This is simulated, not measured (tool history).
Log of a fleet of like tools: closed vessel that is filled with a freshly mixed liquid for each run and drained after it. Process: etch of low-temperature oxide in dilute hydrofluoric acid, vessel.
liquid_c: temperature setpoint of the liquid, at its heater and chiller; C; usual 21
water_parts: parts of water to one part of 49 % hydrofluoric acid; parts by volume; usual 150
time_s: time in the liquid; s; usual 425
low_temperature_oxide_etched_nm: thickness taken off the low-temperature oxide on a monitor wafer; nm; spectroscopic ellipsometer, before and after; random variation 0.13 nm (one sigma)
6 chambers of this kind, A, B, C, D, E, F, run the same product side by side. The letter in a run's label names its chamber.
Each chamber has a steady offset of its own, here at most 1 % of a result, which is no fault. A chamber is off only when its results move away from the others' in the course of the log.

run   hour  liquid_c  water_parts  time_s  read-back film thickness of the low-temperature oxide reference wafer, read on the same gauge (nm)  low_temperature_oxide_etched_nm
       7.8  -- chamber D: hydrofluoric acid flow meter replaced
 1A   11.7        21          150     425                                                                                                 130                           36.427
 2D   24.9        21          150     425                                                                                              129.99                           36.338
 3E   31.8        21          150     425                                                                                                 130                           35.809
 4B     41        21          150     425                                                                                                 130                           36.226
 5C   51.7        21          150     425                                                                                                 130                           36.164
 6F   60.4        23          150     590                                                                                              129.98                           54.786
 7B   72.9        23          150     590                                                                                              129.99                            54.52
 8A   79.2        23          150     590                                                                                                 130                           54.703
 9D   92.6        23          150     590                                                                                              130.01                           54.591
10C    105        23          150     590                                                                                                 130                           54.581
11F  111.7        23          150     590                                                                                              129.99                           54.741
12E  120.7        21          150     425                                                                                              130.01                           35.871
13E    131        21          150     425                                                                                                 130                           35.672
     141.4  -- chamber B: thermometer replaced
14A  141.6        21          150     425                                                                                              129.97                           36.367
15F  151.7        21          195     425                                                                                                 130                            26.92
16B  162.7        21          195     425                                                                                              129.98                           26.508
17C  175.8        21          195     425                                                                                              129.99                           26.599
18D  189.2        21          195     425                                                                                              129.99                           26.726
19C    197        21          195     425                                                                                                 130                           26.728
20D  203.3        21          195     425                                                                                              129.99                           26.642
21B  212.8        18          185     425                                                                                              130.02                           25.157
22A  219.2        18          185     425                                                                                              130.01                           25.295
23E  225.4        18          185     425                                                                                                 130                           24.477
24F  232.1        18          185     425                                                                                              129.99                           25.472
25D  243.1        18          185     425                                                                                              130.01                           25.239
26E  250.5        18          185     425                                                                                                 130                           24.279
27F  261.3        21          150     425                                                                                                 130                             36.6
     269.9  -- chamber F: thermometer replaced
28A  272.8        21          150     425                                                                                                 130                           36.142
29B  279.8        21          150     425                                                                                                 130                           36.239
30C  290.1        21          150     425                                                                                                 130                           36.468
31D  298.1        21          150     425                                                                                                 130                           36.474
32F  311.4        17          225     425                                                                                              129.99                            19.28
33B    321        17          225     425                                                                                              130.01                           19.006
34E  327.1        17          225     425                                                                                              130.01                            18.36
35C    336        17          225     425                                                                                              129.99                           19.286
36A  344.2        17          225     425                                                                                                 130                           19.257
37D  351.6        17          225     425                                                                                              130.01                           19.322
38E  362.8        21          150     425                                                                                              129.99                           34.565
39B  374.1        21          150     425                                                                                              129.98                           36.339
40A  383.1        21          150     425                                                                                              129.99                           36.326
     390.2  -- chamber C: thermometer replaced
41F  391.8        21          150     425                                                                                                 130                           36.598
42C  400.5      23.5          150     425                                                                                                 130                           39.889

Next, every chamber runs the same settings. What will each give?
43A  410.3        21          150     425                                                                                                                                    ?
43B  410.3        21          150     425                                                                                                                                    ?
43C  410.3        21          150     425                                                                                                                                    ?
43D  410.3        21          150     425                                                                                                                                    ?
43E  410.3        21          150     425                                                                                                                                    ?
43F  410.3        21          150     425                                                                                                                                    ?

run  low_temperature_oxide_etched_nm
43A                            36.49
43B                           35.977
43C                           36.386
43D                            36.46
43E                           34.023
43F                           36.557
